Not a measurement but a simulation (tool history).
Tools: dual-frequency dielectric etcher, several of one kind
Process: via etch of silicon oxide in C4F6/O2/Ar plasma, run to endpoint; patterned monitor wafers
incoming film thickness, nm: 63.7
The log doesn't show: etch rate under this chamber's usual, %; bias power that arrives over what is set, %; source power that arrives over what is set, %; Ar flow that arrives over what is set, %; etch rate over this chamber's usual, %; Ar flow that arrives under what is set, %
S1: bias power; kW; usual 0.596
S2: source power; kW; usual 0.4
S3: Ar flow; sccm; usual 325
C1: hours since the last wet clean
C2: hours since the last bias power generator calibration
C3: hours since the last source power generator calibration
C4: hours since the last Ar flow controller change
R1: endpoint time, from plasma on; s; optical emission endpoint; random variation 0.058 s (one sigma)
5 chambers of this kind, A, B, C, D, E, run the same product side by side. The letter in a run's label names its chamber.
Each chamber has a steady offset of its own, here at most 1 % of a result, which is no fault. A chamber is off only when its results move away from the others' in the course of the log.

{"run": "1B", "hour": 7.5, "S1": 0.596, "S2": 0.4, "S3": 325, "C1": 45, "C2": 5002.2, "C3": 977.1, "C4": 3775.4, "R1": 13.17}
{"run": "2C", "hour": 12.5, "S1": 0.596, "S2": 0.4, "S3": 325, "C1": 325.8, "C2": 1457.9, "C3": 911.3, "C4": 2262.3, "R1": 13.208}
{"run": "3D", "hour": 21.5, "S1": 0.596, "S2": 0.4, "S3": 325, "C1": 210.8, "C2": 958.3, "C3": 369.4, "C4": 190.3, "R1": 13.135}
{"run": "4E", "hour": 26.9, "S1": 0.596, "S2": 0.4, "S3": 325, "C1": 340.3, "C2": 983.6, "C3": 3657.2, "C4": 531.2, "R1": 13.311}
{"run": "5A", "hour": 33.6, "S1": 0.596, "S2": 0.4, "S3": 325, "C1": 557.7, "C2": 3125.3, "C3": 718.3, "C4": 5650.7, "R1": 13.197}
{"run": "6C", "hour": 42.1, "S1": 0.596, "S2": 0.4, "S3": 325, "C1": 355.4, "C2": 1487.5, "C3": 940.9, "C4": 2291.9, "R1": 13.259}
{"run": "7D", "hour": 46.8, "S1": 0.596, "S2": 0.4, "S3": 325, "C1": 236.1, "C2": 983.6, "C3": 394.7, "C4": 215.6, "R1": 13.097}
{"run": "8B", "hour": 52.2, "S1": 0.596, "S2": 0.4, "S3": 325, "C1": 89.7, "C2": 5046.9, "C3": 1021.8, "C4": 3820.1, "R1": 13.255}
{"hour": 57.7, "done": "chamber E: source power generator calibrated"}
{"run": "9A", "hour": 59.7, "S1": 0.596, "S2": 0.4, "S3": 325, "C1": 583.8, "C2": 3151.4, "C3": 744.4, "C4": 5676.8, "R1": 13.249}
{"hour": 62.7, "done": "chamber E: wet clean of the chamber"}
{"run": "10E", "hour": 66.5, "S1": 0.596, "S2": 0.4, "S3": 325, "C1": 3.8, "C2": 1023.2, "C3": 8.9, "C4": 570.8, "R1": 13.365}
{"run": "11B", "hour": 75.3, "S1": 0.596, "S2": 0.4, "S3": 325, "C1": 112.8, "C2": 5070, "C3": 1044.9, "C4": 3843.2, "R1": 13.126}
{"run": "12C", "hour": 82.6, "S1": 0.596, "S2": 0.4, "S3": 325, "C1": 395.9, "C2": 1528, "C3": 981.4, "C4": 2332.4, "R1": 13.227}
{"run": "13E", "hour": 88.6, "S1": 0.596, "S2": 0.4, "S3": 325, "C1": 25.9, "C2": 1045.3, "C3": 31, "C4": 592.9, "R1": 13.215}
{"hour": 88.9, "done": "chamber A: wet clean of the chamber"}
{"run": "14D", "hour": 94.0, "S1": 0.693, "S2": 0.4, "S3": 325, "C1": 283.3, "C2": 1030.8, "C3": 441.9, "C4": 262.8, "R1": 12.46}
{"run": "15A", "hour": 98.0, "S1": 0.693, "S2": 0.4, "S3": 325, "C1": 9.2, "C2": 3189.7, "C3": 782.7, "C4": 5715.1, "R1": 13.137}
{"run": "16A", "hour": 105.5, "S1": 0.693, "S2": 0.4, "S3": 325, "C1": 16.7, "C2": 3197.2, "C3": 790.2, "C4": 5722.6, "R1": 12.94}
{"run": "17C", "hour": 111.5, "S1": 0.693, "S2": 0.4, "S3": 325, "C1": 424.8, "C2": 1556.9, "C3": 1010.3, "C4": 2361.3, "R1": 12.48}
{"run": "18B", "hour": 116.5, "S1": 0.693, "S2": 0.4, "S3": 325, "C1": 154, "C2": 5111.2, "C3": 1086.1, "C4": 3884.4, "R1": 12.49}
{"run": "19E", "hour": 124.9, "S1": 0.596, "S2": 0.4, "S3": 325, "C1": 62.2, "C2": 1081.6, "C3": 67.3, "C4": 629.2, "R1": 13.362}
{"hour": 128.5, "done": "chamber A: Ar flow controller replaced"}
{"run": "20D", "hour": 131.6, "S1": 0.596, "S2": 0.4, "S3": 325, "C1": 320.9, "C2": 1068.4, "C3": 479.5, "C4": 300.4, "R1": 13.139}
{"run": "21D", "hour": 137.4, "S1": 0.596, "S2": 0.4, "S3": 325, "C1": 326.7, "C2": 1074.2, "C3": 485.3, "C4": 306.2, "R1": 13.072}
{"run": "22B", "hour": 142.7, "S1": 0.596, "S2": 0.4, "S3": 325, "C1": 180.2, "C2": 5137.4, "C3": 1112.3, "C4": 3910.6, "R1": 13.24}
{"run": "23A", "hour": 149.8, "S1": 0.596, "S2": 0.4, "S3": 325, "C1": 61, "C2": 3241.5, "C3": 834.5, "C4": 21.4, "R1": 13.728}
{"run": "24E", "hour": 154.2, "S1": 0.596, "S2": 0.31, "S3": 366, "C1": 91.5, "C2": 1110.9, "C3": 96.6, "C4": 658.5, "R1": 14.831}
{"run": "25C", "hour": 158.3, "S1": 0.596, "S2": 0.31, "S3": 366, "C1": 471.6, "C2": 1603.7, "C3": 1057.1, "C4": 2408.1, "R1": 14.666}
{"run": "26D", "hour": 164.9, "S1": 0.596, "S2": 0.31, "S3": 366, "C1": 354.2, "C2": 1101.7, "C3": 512.8, "C4": 333.7, "R1": 14.557}
{"run": "27A", "hour": 172.8, "S1": 0.596, "S2": 0.31, "S3": 366, "C1": 84, "C2": 3264.5, "C3": 857.5, "C4": 44.4, "R1": 15.319}
{"run": "28E", "hour": 179.8, "S1": 0.596, "S2": 0.31, "S3": 366, "C1": 117.1, "C2": 1136.5, "C3": 122.2, "C4": 684.1, "R1": 14.822}
{"run": "29C", "hour": 184.8, "S1": 0.596, "S2": 0.4, "S3": 325, "C1": 498.1, "C2": 1630.2, "C3": 1083.6, "C4": 2434.6, "R1": 13.164}
{"run": "30B", "hour": 191.9, "S1": 0.596, "S2": 0.4, "S3": 325, "C1": 229.4, "C2": 5186.6, "C3": 1161.5, "C4": 3959.8, "R1": 13.189}
{"run": "31B", "hour": 197.8, "S1": 0.596, "S2": 0.4, "S3": 325, "C1": 235.3, "C2": 5192.5, "C3": 1167.4, "C4": 3965.7, "R1": 13.077}
{"run": "32C", "hour": 204.9, "S1": 0.596, "S2": 0.4, "S3": 325, "C1": 518.2, "C2": 1650.3, "C3": 1103.7, "C4": 2454.7, "R1": 13.238}
{"run": "33E", "hour": 209.5, "S1": 0.596, "S2": 0.4, "S3": 325, "C1": 146.8, "C2": 1166.2, "C3": 151.9, "C4": 713.8, "R1": 13.321}
{"run": "34A", "hour": 215.3, "S1": 0.596, "S2": 0.4, "S3": 325, "C1": 126.5, "C2": 3307, "C3": 900, "C4": 86.9, "R1": 13.779}
{"run": "35D", "hour": 219.3, "S1": 0.596, "S2": 0.4, "S3": 357, "C1": 408.6, "C2": 1156.1, "C3": 567.2, "C4": 388.1, "R1": 13.112}
{"run": "36B", "hour": 223.6, "S1": 0.596, "S2": 0.4, "S3": 357, "C1": 261.1, "C2": 5218.3, "C3": 1193.2, "C4": 3991.5, "R1": 13.369}
{"run": "37C", "hour": 228.6, "S1": 0.596, "S2": 0.4, "S3": 357, "C1": 541.9, "C2": 1674, "C3": 1127.4, "C4": 2478.4, "R1": 13.218}
{"hour": 229.6, "done": "chamber A: bias power generator calibrated"}
{"run": "38E", "hour": 235.7, "S1": 0.596, "S2": 0.4, "S3": 357, "C1": 173, "C2": 1192.4, "C3": 178.1, "C4": 740, "R1": 13.483}
{"hour": 238.2, "done": "chamber B: bias power generator calibrated"}
{"run": "39D", "hour": 240.5, "S1": 0.596, "S2": 0.4, "S3": 357, "C1": 429.8, "C2": 1177.3, "C3": 588.4, "C4": 409.3, "R1": 13.287}
{"run": "40A", "hour": 248.9, "S1": 0.504, "S2": 0.34, "S3": 325, "C1": 160.1, "C2": 19.4, "C3": 933.6, "C4": 120.5, "R1": 15.582}
{"run": "41C", "hour": 257.8, "S1": 0.504, "S2": 0.34, "S3": 325, "C1": 571.1, "C2": 1703.2, "C3": 1156.6, "C4": 2507.6, "R1": 15.071}
{"run": "42B", "hour": 266.1, "S1": 0.504, "S2": 0.34, "S3": 325, "C1": 303.6, "C2": 27.9, "C3": 1235.7, "C4": 4034, "R1": 14.799}
{"run": "43D", "hour": 272.1, "S1": 0.504, "S2": 0.34, "S3": 325, "C1": 461.4, "C2": 1208.9, "C3": 620, "C4": 440.9, "R1": 14.895}
{"run": "44A", "hour": 277.3, "S1": 0.504, "S2": 0.34, "S3": 325, "C1": 188.5, "C2": 47.8, "C3": 962, "C4": 148.9, "R1": 15.469}

Is one chamber off against the others, does the gauge drift, or is nothing wrong? If a chamber is off, say which, and what the likeliest cause is.

A service left chamber A off against the others.
Cause: etch rate under this chamber's usual, % = 3.56.

Here are 4 candidates for chamber A's next run, each the usual settings with a change, their results left as question marks. Which one brings its results back in line with what the others give on the usual settings?
In line means no further than this from the other chambers' mean on the usual settings: R1 0.2 s
{"run": "45A-1", "hour": 283.8, "S1": 0.586, "S2": 0.39, "S3": 327, "R1": "?"}
{"run": "45A-2", "hour": 283.8, "S1": 0.564, "S2": 0.38, "S3": 330, "R1": "?"}
{"run": "45A-3", "hour": 283.8, "S1": 0.659, "S2": 0.4, "S3": 325, "R1": "?"}
{"run": "45A-4", "hour": 283.8, "S1": 0.615, "S2": 0.4, "S3": 322, "R1": "?"}

The other chambers' mean on the usual settings: R1 13.213 s
run=45A-1 R1=13.988
run=45A-2 R1=14.339
run=45A-3 R1=13.246
run=45A-4 R1=13.586
45A-3 brings the chamber back in line.

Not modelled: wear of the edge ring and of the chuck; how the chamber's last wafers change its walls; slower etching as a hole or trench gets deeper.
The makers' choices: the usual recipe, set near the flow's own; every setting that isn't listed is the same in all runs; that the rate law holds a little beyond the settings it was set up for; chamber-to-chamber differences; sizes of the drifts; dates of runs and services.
